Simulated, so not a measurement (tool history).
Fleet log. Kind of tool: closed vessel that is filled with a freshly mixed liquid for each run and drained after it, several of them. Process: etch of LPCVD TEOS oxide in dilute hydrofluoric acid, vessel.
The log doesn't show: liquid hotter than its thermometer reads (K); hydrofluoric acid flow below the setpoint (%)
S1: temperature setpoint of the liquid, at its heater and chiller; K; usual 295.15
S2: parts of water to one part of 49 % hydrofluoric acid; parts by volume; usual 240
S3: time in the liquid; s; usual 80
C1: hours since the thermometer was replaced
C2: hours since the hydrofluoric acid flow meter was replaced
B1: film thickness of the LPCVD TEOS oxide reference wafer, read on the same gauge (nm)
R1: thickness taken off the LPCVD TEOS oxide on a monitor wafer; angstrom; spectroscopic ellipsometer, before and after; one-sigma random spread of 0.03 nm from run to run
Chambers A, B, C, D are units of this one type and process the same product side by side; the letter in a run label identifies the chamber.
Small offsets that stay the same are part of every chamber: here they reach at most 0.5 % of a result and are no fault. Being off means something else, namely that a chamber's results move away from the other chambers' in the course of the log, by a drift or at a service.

| run | day | S1 | S2 | S3 | C1 | C2 | B1 | R1 |
|---|---|---|---|---|---|---|---|---|
| 1C | 0.092 | 295.15 | 240 | 80 | 858.5 | 975.8 | 60.019 | 52.153 |
| 2B | 0.296 | 295.15 | 240 | 80 | 55.1 | 146.7 | 60.011 | 52.285 |
| 3D | 0.400 | 295.15 | 240 | 80 | 422.4 | 600.2 | 59.982 | 52.443 |
| 4A | 0.567 | 295.15 | 240 | 80 | 1206.0 | 1089.5 | 60.005 | 52.364 |
| 5B | 0.762 | 295.15 | 240 | 80 | 66.3 | 157.9 | 59.990 | 52.397 |
| 6D | 0.912 | 295.15 | 240 | 80 | 434.7 | 612.5 | 59.994 | 52.427 |
| 7C | 1.004 | 295.15 | 165 | 115 | 880.4 | 997.7 | 59.982 | 118.650 |
| 8A | 1.146 | 295.15 | 165 | 115 | 1219.9 | 1103.4 | 60.006 | 117.210 |
| 9C | 1.283 | 295.15 | 165 | 115 | 887.1 | 1004.4 | 59.988 | 118.680 |
| 10D | 1.388 | 295.15 | 165 | 115 | 446.1 | 623.9 | 60.010 | 117.440 |
| 11A | 1.558 | 295.15 | 345 | 125 | 1229.8 | 1113.3 | 60.009 | 51.650 |
| 12B | 1.671 | 295.15 | 345 | 125 | 88.1 | 179.7 | 59.988 | 51.175 |
| 13C | 1.792 | 295.15 | 345 | 125 | 899.3 | 1016.6 | 60.011 | 51.528 |
| 14B | 1.996 | 295.15 | 345 | 125 | 95.9 | 187.5 | 59.993 | 51.621 |
| 15D | 2.200 | 295.15 | 240 | 80 | 465.6 | 643.4 | 59.988 | 52.884 |
| 16A | 2.350 | 295.15 | 240 | 80 | 1248.8 | 1132.3 | 60.003 | 52.757 |
| 17A | 2.496 | 295.15 | 240 | 80 | 1252.3 | 1135.8 | 59.994 | 52.619 |
| 18C | 2.679 | 295.15 | 240 | 80 | 920.6 | 1037.9 | 60.014 | 51.853 |
| 19D | 2.825 | 295.15 | 240 | 80 | 480.6 | 658.4 | 59.984 | 52.732 |
| 20B | 2.992 | 295.15 | 240 | 80 | 119.8 | 211.4 | 60.020 | 52.610 |
| 21C | 3.142 | 295.15 | 240 | 80 | 931.7 | 1049.0 | 59.986 | 51.307 |
| 22D | 3.246 | 295.15 | 240 | 80 | 490.7 | 668.5 | 60.014 | 51.644 |
| 23A | 3.458 | 295.15 | 240 | 80 | 1275.4 | 1158.9 | 60.000 | 52.537 |
| 24B | 3.675 | 295.15 | 240 | 80 | 136.2 | 227.8 | 60.013 | 52.582 |
| 25B | 3.808 | 295.15 | 240 | 80 | 139.4 | 231.0 | 60.008 | 51.986 |
| 26C | 3.971 | 295.15 | 240 | 80 | 951.6 | 1068.9 | 60.009 | 51.314 |
| 27A | 4.129 | 295.15 | 240 | 80 | 1291.5 | 1175.0 | 60.004 | 52.302 |
| 28D | 4.254 | 295.15 | 240 | 80 | 514.9 | 692.7 | 60.006 | 52.920 |
| 29C | 4.429 | 295.15 | 240 | 80 | 962.6 | 1079.9 | 59.983 | 50.546 |
| 30A | 4.546 | 295.15 | 240 | 80 | 1301.5 | 1185.0 | 60.003 | 52.646 |
| 31D | 4.658 | 295.15 | 240 | 80 | 524.6 | 702.4 | 59.989 | 52.444 |
| 32B | 4.804 | 295.15 | 240 | 80 | 163.3 | 254.9 | 60.022 | 52.034 |
| 33B | 4.904 | 295.15 | 240 | 80 | 165.7 | 257.3 | 59.985 | 52.455 |
| 34A | 5.058 | 295.15 | 240 | 80 | 1313.8 | 1197.3 | 59.999 | 52.209 |
| 35D | 5.188 | 295.15 | 240 | 80 | 537.3 | 715.1 | 59.995 | 52.550 |
| 36C | 5.321 | 295.15 | 240 | 80 | 984.0 | 1101.3 | 59.981 | 49.830 |
| 37C | 5.429 | 295.15 | 240 | 80 | 986.6 | 1103.9 | 60.015 | 49.130 |
| 38B | 5.575 | 295.15 | 170 | 40 | 181.8 | 273.4 | 59.964 | 39.825 |
| 39A | 5.754 | 295.15 | 170 | 40 | 1330.5 | 1214.0 | 59.973 | 39.456 |
| 40D | 5.971 | 295.15 | 170 | 40 | 556.1 | 733.9 | 59.983 | 39.698 |
| 41B | 6.146 | 295.15 | 170 | 40 | 195.5 | 287.1 | 59.971 | 40.033 |

Predict what each chamber gives when all 4 of them run the settings below next.
| 42A | 6.300 | 295.15 | 240 | 80 |  |  |  | ? |
| 42B | 6.300 | 295.15 | 240 | 80 |  |  |  | ? |
| 42C | 6.300 | 295.15 | 240 | 80 |  |  |  | ? |
| 42D | 6.300 | 295.15 | 240 | 80 |  |  |  | ? |

| run | R1 |
|---|---|
| 42A | 52.147 |
| 42B | 52.610 |
| 42C | 48.535 |
| 42D | 52.475 |
